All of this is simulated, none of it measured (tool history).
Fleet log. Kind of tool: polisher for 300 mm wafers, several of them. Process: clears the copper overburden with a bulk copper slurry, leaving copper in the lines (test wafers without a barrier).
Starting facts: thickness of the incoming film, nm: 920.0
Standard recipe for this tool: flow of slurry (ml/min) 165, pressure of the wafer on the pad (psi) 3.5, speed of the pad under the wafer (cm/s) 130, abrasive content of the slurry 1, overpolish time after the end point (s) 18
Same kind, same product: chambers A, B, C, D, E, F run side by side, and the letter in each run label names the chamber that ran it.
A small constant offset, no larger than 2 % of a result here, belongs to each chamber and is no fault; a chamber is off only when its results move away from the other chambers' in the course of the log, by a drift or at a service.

run     day  flow of slurry (ml/min)  pressure of the wafer on the pad (psi)  speed of the pad under the wafer (cm/s)  abrasive content of the slurry  overpolish time after the end point (s)  wafers polished on this pad  hours since the slurry nozzle was cleaned  hours since the head pressure was calibrated  hours since the slurry blender was calibrated  time until the end point was called (s)  dishing of a wide line in a test structure (nm)
      0.504  -- chamber F: worn pad replaced by a new one
 1C   0.571                      165                                     3.5                                      130                               1                                       18                          691                                      247.5                                         506.5                                           79.3                                   68.535                                           118.49
      0.704  -- chamber D: worn pad replaced by a new one
      0.842  -- chamber B: worn pad replaced by a new one
 2B   1.171                      165                                     3.5                                      130                               1                                       18                           81                                      308.1                                           473                                             36                                   66.941                                           119.85
      1.204  -- chamber C: worn pad replaced by a new one
 3A   1.521                      165                                     3.5                                      130                               1                                       18                          384                                       84.2                                         133.2                                          158.9                                   67.418                                           125.74
 4D    2.05                      165                                     3.5                                      130                               1                                       18                          332                                      281.3                                         142.4                                          153.7                                   68.002                                           122.19
 5F   2.342                      165                                     3.5                                      130                               1                                       18                          453                                      177.5                                          97.2                                           71.6                                   68.543                                           120.21
      2.442  -- chamber D: slurry blender recalibrated
 6E   2.671                      165                                     3.5                                      130                               1                                       18                          949                                      194.3                                         159.2                                          265.6                                   69.127                                           125.39
 7D   3.088                      165                                     3.5                                      130                               1                                       18                          587                                      306.2                                         167.3                                           15.5                                   69.697                                           121.74
 8B   3.496                      120                                     3.5                                      130                               1                                       24                          653                                      363.9                                         528.8                                           91.8                                   72.955                                           133.55
      3.525  -- chamber F: slurry nozzle cleaned
      3.542  -- chamber E: slurry nozzle cleaned
      3.688  -- chamber D: worn pad replaced by a new one
      3.721  -- chamber E: worn pad replaced by a new one
      3.742  -- chamber B: worn pad replaced by a new one
 9E    3.85                      120                                     3.5                                      130                               1                                       24                           32                                        7.4                                         187.5                                          293.9                                   72.374                                            140.4
      3.933  -- chamber F: worn pad replaced by a new one
      4.071  -- chamber A: worn pad replaced by a new one
      4.238  -- chamber B: head pressure recalibrated
      4.404  -- chamber B: slurry nozzle cleaned
10C   4.442                      120                                     3.5                                      130                               1                                       24                          797                                      340.4                                         599.4                                          172.2                                   71.612                                           132.46
11A   4.821                      120                                     3.5                                      130                               1                                       24                          185                                      163.4                                         212.4                                          238.1                                   69.741                                           135.51
      5.079  -- chamber C: worn pad replaced by a new one
12F   5.233                      120                                     3.5                                      130                               1                                       24                          320                                         41                                         166.6                                            141                                   73.606                                           139.42
13B   5.554                      120                                     3.5                                      130                               1                                       24                          447                                       27.6                                          31.6                                          141.2                                   74.443                                           134.14
14C   6.079                      165                                     3.5                                      130                               1                                       18                          246                                      379.7                                         638.7                                          211.5                                   67.685                                           118.77
        6.3  -- chamber A: slurry blender recalibrated
15F    6.45                      190                                     3.5                                      170                               1                                       18                          620                                       70.2                                         195.8                                          170.2                                   51.577                                           140.32
      6.808  -- chamber B: worn pad replaced by a new one
16A   6.896                      190                                     3.5                                      170                               1                                       18                          696                                      213.2                                         262.2                                           14.3                                   49.746                                           145.71
      6.967  -- chamber F: worn pad replaced by a new one
17D   7.183                      190                                     3.5                                      170                               1                                       18                          861                                      404.5                                         265.6                                          113.8                                    51.23                                           138.36
      7.404  -- chamber B: slurry blender recalibrated
      7.492  -- chamber D: worn pad replaced by a new one
18E   7.521                      190                                     3.5                                      170                               1                                       18                          936                                       95.5                                         275.6                                            382                                   50.271                                           144.95
      7.708  -- chamber E: worn pad replaced by a new one
      7.733  -- chamber D: slurry nozzle cleaned
      7.883  -- chamber A: worn pad replaced by a new one
19D   7.983                      190                                     3.5                                      170                               1                                       18                          121                                        6.1                                         284.8                                            133                                   51.504                                           143.04
20B   8.362                      190                                     3.5                                      170                               1                                       18                          382                                         95                                            99                                           23.1                                   50.611                                           135.88
21F     8.8                      165                                     3.5                                      130                               1                                       18                          451                                      126.6                                         252.2                                          226.6                                   67.826                                           122.81
      8.904  -- chamber C: worn pad replaced by a new one
      9.142  -- chamber D: slurry blender recalibrated
22A   9.271                      165                                     3.5                                      130                               1                                       18                          342                                      270.2                                         319.2                                           71.3                                   67.536                                           119.33
      9.708  -- chamber B: worn pad replaced by a new one
23C   9.779                      165                                     3.5                                      130                               1                                       18                          216                                      468.5                                         727.5                                          300.3                                   70.206                                            122.5
      9.908  -- chamber E: slurry blender recalibrated
      9.983  -- chamber C: slurry blender recalibrated
24E  10.096                      165                                     3.5                                      130                               1                                       18                          588                                      157.3                                         337.4                                            4.5                                   66.977                                           122.38
     10.275  -- chamber F: worn pad replaced by a new one
     10.379  -- chamber D: worn pad replaced by a new one
25E   10.65                      165                                     3.5                                      130                               1                                       18                          725                                      170.6                                         350.7                                           17.8                                     68.4                                           126.47
     11.179  -- chamber C: slurry nozzle cleaned
26C  11.233                      165                                     3.5                                      130                               1                                       18                          574                                        1.4                                         762.4                                             30                                   66.247                                           117.56
     11.617  -- chamber A: worn pad replaced by a new one
27D  11.871                      165                                     3.5                                      130                               1                                       18                          367                                       99.4                                         378.1                                           65.6                                   68.857                                           118.81
     12.125  -- chamber F: slurry nozzle cleaned
     12.171  -- chamber C: worn pad replaced by a new one
28B  12.258                      165                                     3.5                                      130                               1                                       18                          628                                      188.5                                         192.5                                          116.6                                   68.551                                           121.28
     12.338  -- chamber E: worn pad replaced by a new one
29A  12.842                      165                                     3.5                                      130                               1                                       18                          302                                      355.9                                         404.9                                            157                                   67.152                                           121.37
     13.008  -- chamber B: worn pad replaced by a new one
     13.179  -- chamber E: slurry nozzle cleaned
     13.412  -- chamber D: worn pad replaced by a new one
30F  13.417                      165                                     3.5                                      130                               1                                       18                          774                                       31.1                                           363                                          337.4                                   68.104                                           124.76
     13.817  -- chamber F: worn pad replaced by a new one
31F  13.892                      165                                     3.5                                      130                               1                                       18                           18                                       42.5                                         374.4                                          348.8                                   68.224                                           121.74
32B  14.471                      165                                     3.5                                      130                               1                                       18                          360                                      241.6                                         245.6                                          169.7                                   69.579                                            120.2
      14.55  -- chamber E: head pressure recalibrated
     14.612  -- chamber B: slurry blender recalibrated
33E  14.996                      165                                     3.5                                      130                               1                                       18                          655                                       43.6                                          10.8                                          122.1                                   68.745                                           123.63
34A    15.3                      165                                     3.5                                      130                               1                                       18                          907                                      414.9                                         463.9                                            216                                   69.162                                           119.45
35D  15.721                      165                                     3.5                                      130                               1                                       18                          568                                      191.8                                         470.5                                            158                                   69.057                                           124.33
     15.804  -- chamber C: worn pad replaced by a new one
36C  16.371                      165                                     3.5                                      130                               1                                       18                          139                                      124.7                                         885.7                                          153.3                                   66.949                                           122.43
     16.862  -- chamber B: worn pad replaced by a new one
37B  16.958                      165                                     3.5                                      130                            1.25                                       18                           23                                      301.3                                         305.3                                           56.4                                   65.196                                           125.66

All chambers now run identical settings, listed one chamber a line with results as question marks. What results will each chamber show?
38A  17.425                      165                                     3.5                                      130                               1                                       18                                                                                                                                                                                                             ?                                                ?
38B  17.425                      165                                     3.5                                      130                               1                                       18                                                                                                                                                                                                             ?                                                ?
38C  17.425                      165                                     3.5                                      130                               1                                       18                                                                                                                                                                                                             ?                                                ?
38D  17.425                      165                                     3.5                                      130                               1                                       18                                                                                                                                                                                                             ?                                                ?
38E  17.425                      165                                     3.5                                      130                               1                                       18                                                                                                                                                                                                             ?                                                ?
38F  17.425                      165                                     3.5                                      130                               1                                       18                                                                                                                                                                                                             ?                                                ?

run  time until the end point was called (s)  dishing of a wide line in a test structure (nm)
38A                                   68.073                                           120.18
38B                                   71.357                                           118.78
38C                                   69.769                                           120.98
38D                                   67.161                                           117.51
38E                                    66.52                                           123.03
38F                                   69.323                                           126.97
